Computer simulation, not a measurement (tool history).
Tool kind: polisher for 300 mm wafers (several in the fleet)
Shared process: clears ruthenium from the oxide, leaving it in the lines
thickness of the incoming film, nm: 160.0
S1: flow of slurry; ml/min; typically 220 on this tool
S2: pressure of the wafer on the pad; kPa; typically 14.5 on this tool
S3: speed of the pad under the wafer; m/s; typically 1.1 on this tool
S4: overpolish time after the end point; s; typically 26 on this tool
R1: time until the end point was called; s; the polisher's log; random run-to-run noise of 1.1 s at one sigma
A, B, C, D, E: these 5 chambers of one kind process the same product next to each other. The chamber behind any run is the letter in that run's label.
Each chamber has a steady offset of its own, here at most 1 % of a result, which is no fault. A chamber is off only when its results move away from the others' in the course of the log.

run	day	S1	S2	S3	S4	R1
# day 0.175: chamber A: slurry nozzle cleaned
# day 0.35: chamber E: worn pad replaced by a new one
1A	0.383	220	14.5	1.1	26	137.18
2D	0.867	220	14.5	1.1	26	137.33
3E	1.221	220	14.5	1.1	26	137.9
4B	1.475	220	14.5	1.1	26	137.12
# day 1.8: chamber C: worn pad replaced by a new one
5C	1.933	220	14.5	1.1	26	136.99
# day 1.958: chamber B: worn pad replaced by a new one
# day 1.962: chamber D: worn pad replaced by a new one
6B	2.308	220	14.5	1.1	26	135.9
7D	2.646	220	14.5	1.1	26	139.25
8A	3.1	220	14.5	1.1	26	137.31
9C	3.379	220	14.5	1.32	26	113.96
# day 3.671: chamber E: worn pad replaced by a new one
10E	3.858	220	14.5	1.32	26	114.66
# day 4.033: chamber D: head pressure recalibrated
11D	4.275	220	14.5	1.32	26	114.43
# day 4.746: chamber D: worn pad replaced by a new one
12A	4.75	220	14.5	1.32	26	113.23
13C	5.008	220	14.5	1.32	26	113.91
14E	5.483	220	16.5	1.1	13	118.96
# day 5.617: chamber B: worn pad replaced by a new one
15B	5.983	220	16.5	1.1	13	119.48
# day 5.992: chamber D: slurry nozzle cleaned
# day 6.071: chamber C: worn pad replaced by a new one
16E	6.271	220	16.5	1.1	13	122.17
# day 6.358: chamber E: slurry nozzle cleaned
# day 6.412: chamber A: worn pad replaced by a new one
17B	6.754	220	16.5	1.1	13	120.64
# day 6.979: chamber E: worn pad replaced by a new one
# day 7.092: chamber E: head pressure recalibrated
18A	7.208	220	16.5	1.1	13	119.31
19C	7.571	220	14.5	1.1	26	135.85
# day 7.862: chamber C: head pressure recalibrated
20D	7.983	220	14.5	1.1	26	138.63
21E	8.4	260	14.5	1.1	18	137.09
# day 8.442: chamber D: worn pad replaced by a new one
22A	8.654	260	14.5	1.1	18	134.46
23D	8.9	260	14.5	1.1	18	137.18
# day 8.996: chamber B: worn pad replaced by a new one
24C	9.375	260	14.5	1.1	18	148.62
# day 9.667: chamber A: head pressure recalibrated
25B	9.788	260	14.5	1.1	18	133.79
26D	10.121	220	12.4	0.9	26	200.32
# day 10.246: chamber C: worn pad replaced by a new one
27A	10.354	220	12.4	0.9	26	198.81
# day 10.438: chamber E: worn pad replaced by a new one
28C	10.783	220	12.4	0.9	26	216.66
29E	11.146	220	12.4	0.9	26	195.68
30B	11.646	220	12.4	0.9	26	194.57
31C	12.071	220	14.5	1.1	26	149.7
32B	12.375	220	14.5	1.1	26	137.55
33A	12.854	220	14.5	1.1	26	137.37

One chamber off, gauge drift, or nothing amiss beyond the chambers' own small offsets? If it is a chamber, which one, and what is the likeliest cause?

The work done on chamber C during a service left it standing apart from the others.
Likeliest cause: head's pressure below its setpoint, % = 10.2.

Here are 4 candidates for chamber C's next run, each the usual settings with a change, their results left as question marks. Which one brings its results back in line with what the others give on the usual settings?
In line means no further than this from the other chambers' mean on the usual settings: R1 3.9 s
34C-1	13.212	215	13.1	1	26	?
34C-2	13.212	220	14.5	1	26	?
34C-3	13.212	220	15.2	1.16	26	?
34C-4	13.212	225	15.9	1.2	26	?

What the other chambers average on the usual settings: R1 137.76 s
run	R1
34C-1	183.75
34C-2	166.04
34C-3	136.77
34C-4	126.21
The answer is 34C-3, which returns the chamber to within the allowed miss of the others.
